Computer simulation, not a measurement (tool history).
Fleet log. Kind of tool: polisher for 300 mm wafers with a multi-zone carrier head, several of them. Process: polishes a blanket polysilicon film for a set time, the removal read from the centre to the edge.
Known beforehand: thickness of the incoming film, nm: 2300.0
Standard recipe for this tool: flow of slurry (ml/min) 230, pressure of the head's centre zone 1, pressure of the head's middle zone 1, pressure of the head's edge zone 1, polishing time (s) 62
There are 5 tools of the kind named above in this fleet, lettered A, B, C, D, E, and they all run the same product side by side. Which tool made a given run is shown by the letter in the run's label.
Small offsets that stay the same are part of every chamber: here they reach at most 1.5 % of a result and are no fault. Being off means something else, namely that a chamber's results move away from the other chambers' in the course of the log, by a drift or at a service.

run	hour	flow of slurry (ml/min)	pressure of the head's centre zone	pressure of the head's middle zone	pressure of the head's edge zone	polishing time (s)	wafers polished on this pad	hours since the slurry nozzle was cleaned	hours since the centre zone pressure was calibrated	hours since the edge zone pressure was calibrated	film removed at the wafer's centre (angstrom)	film removed at mid-radius (angstrom)	film removed at the wafer's edge (angstrom)
# hour 4.4: chamber E: slurry nozzle cleaned
1D	10.8	230	1	1	1	62	355	117.7	225.6	632.9	6567.4	6696.7	6601.6
2E	20.1	230	1	1	1	62	153	15.8	170.4	788.8	6646.7	6587.7	6649.8
# hour 22: chamber A: centre zone pressure recalibrated
# hour 32.2: chamber B: edge zone pressure recalibrated
3B	34.4	230	1	1	1	62	889	177.6	243.6	2.3	6605.6	6678.1	6686.6
4A	48.8	230	1	1	1	62	868	148.3	26.9	242.5	6643.5	6623.5	6776.6
5C	63.4	230	1	1	1	62	664	634.2	285.5	284.4	6445.6	6673.2	6608.3
# hour 72: chamber A: worn pad replaced by a new one
6B	78.6	230	1	0.95	1	62	1184	221.8	287.8	46.5	6559.1	6348.7	6830
7C	94	230	1	0.95	1	62	868	664.8	316.1	315	6592.6	6365.7	6693.1
# hour 99.4: chamber C: worn pad replaced by a new one
# hour 105.4: chamber E: worn pad replaced by a new one
# hour 108.1: chamber C: slurry nozzle cleaned
8D	109.9	230	1	0.95	1	62	1016	216.8	324.7	732	6568.8	6342	6640.9
# hour 111.4: chamber E: edge zone pressure recalibrated
# hour 118.1: chamber D: worn pad replaced by a new one
9A	124.6	230	1	0.95	1	62	351	224.1	102.7	318.3	6563.3	6393.9	6789.5
10E	132.1	230	1	0.95	1	62	178	127.8	282.4	20.8	6638.2	6333.1	6617.1
# hour 134: chamber B: worn pad replaced by a new one
11C	139.6	230	1	1	1	62	268	31.6	361.7	360.6	6722	6763	6572.1
12B	147.5	230	1	1	1	62	90	290.7	356.7	115.4	6652.1	6610.9	6713.2
# hour 150.2: chamber A: slurry nozzle cleaned
# hour 153.3: chamber C: centre zone pressure recalibrated
13E	160.1	230	1	1	1	62	365	155.8	310.4	48.8	6645	6664.1	6696.2
14D	173.8	230	1	1	1	62	372	280.7	388.6	795.9	6580	6600.2	6638
15A	182	230	1	1	1	62	734	31.8	160.1	375.7	6666.5	6548.9	6776
16E	190.5	230	1	1	1	62	568	186.2	340.8	79.2	6634.4	6596.7	6592.6
# hour 191.2: chamber D: edge zone pressure recalibrated
17B	199.2	230	1	1	1	62	435	342.4	408.4	167.1	6476.3	6659.6	6674.2
# hour 200.5: chamber D: centre zone pressure recalibrated
18A	208.3	230	1	1	1	62	910	58.1	186.4	402	6725.6	6590.9	6770.2
# hour 209.2: chamber C: edge zone pressure recalibrated
# hour 209.8: chamber E: worn pad replaced by a new one
19C	223.7	265	0.94	1	1	62	829	115.7	70.5	14.6	5458.3	6828.3	6739.2
# hour 227.5: chamber C: worn pad replaced by a new one
20D	232.8	265	0.94	1	1	62	766	339.7	32.3	41.7	6318.9	6829.5	6742.1
21D	240	265	0.94	1	1	62	814	346.9	39.5	48.9	6277.1	6658.1	6687.9
# hour 241.3: chamber A: worn pad replaced by a new one
22E	250.7	265	0.94	1	1	62	273	246.4	401	139.4	6255.1	6760.6	6794.9
23A	259.5	265	0.94	1	1	62	121	109.3	237.6	453.2	6244.3	6769.4	6952.7
24B	274.1	230	1	1	1	62	935	417.3	483.3	242	6657.3	6614	6654.5
# hour 283.6: chamber D: worn pad replaced by a new one
25C	287	230	0.88	1	1	53	397	179	133.8	77.9	4284.1	5698.1	5667.8
# hour 290.1: chamber B: slurry nozzle cleaned
26D	295.7	230	0.88	1	1	53	81	402.6	95.2	104.6	4876.1	5738.5	5666
27C	308.5	230	0.88	1	1	53	540	200.5	155.3	99.4	4307.3	5736.9	5771.7
# hour 315.8: chamber E: worn pad replaced by a new one
28B	318	230	0.88	1	1	53	1228	28	527.2	285.9	4946.4	5731.1	5717.4
# hour 323.2: chamber A: edge zone pressure recalibrated
29E	326.4	230	0.88	1	1	53	71	322.1	476.7	215.1	5068.9	5677.6	5683.5
30A	336	230	1	1	1	62	632	185.8	314.1	12.9	6503.5	6650.3	6773.8
31D	349.3	230	1	1	1	62	438	456.2	148.8	158.2	6550.7	6629	6607.9
32E	364.5	230	1	1	1	62	325	360.2	514.8	253.2	6587.2	6650.8	6688
33A	374.1	230	1	1	1	62	886	223.9	352.2	51	6740.7	6695.2	6743.1

Each of the 5 chambers runs these same settings next. Fill in every chamber's results:
34A	385.6	230	1	1	1	62					?	?	?
34B	385.6	230	1	1	1	62					?	?	?
34C	385.6	230	1	1	1	62					?	?	?
34D	385.6	230	1	1	1	62					?	?	?
34E	385.6	230	1	1	1	62					?	?	?

run	film removed at the wafer's centre (angstrom)	film removed at mid-radius (angstrom)	film removed at the wafer's edge (angstrom)
34A	6612.2	6575.1	6680.2
34B	6739.8	6596.5	6658.9
34C	5873	6646.2	6656.5
34D	6632	6569.3	6629.4
34E	6776.9	6703.8	6630.9

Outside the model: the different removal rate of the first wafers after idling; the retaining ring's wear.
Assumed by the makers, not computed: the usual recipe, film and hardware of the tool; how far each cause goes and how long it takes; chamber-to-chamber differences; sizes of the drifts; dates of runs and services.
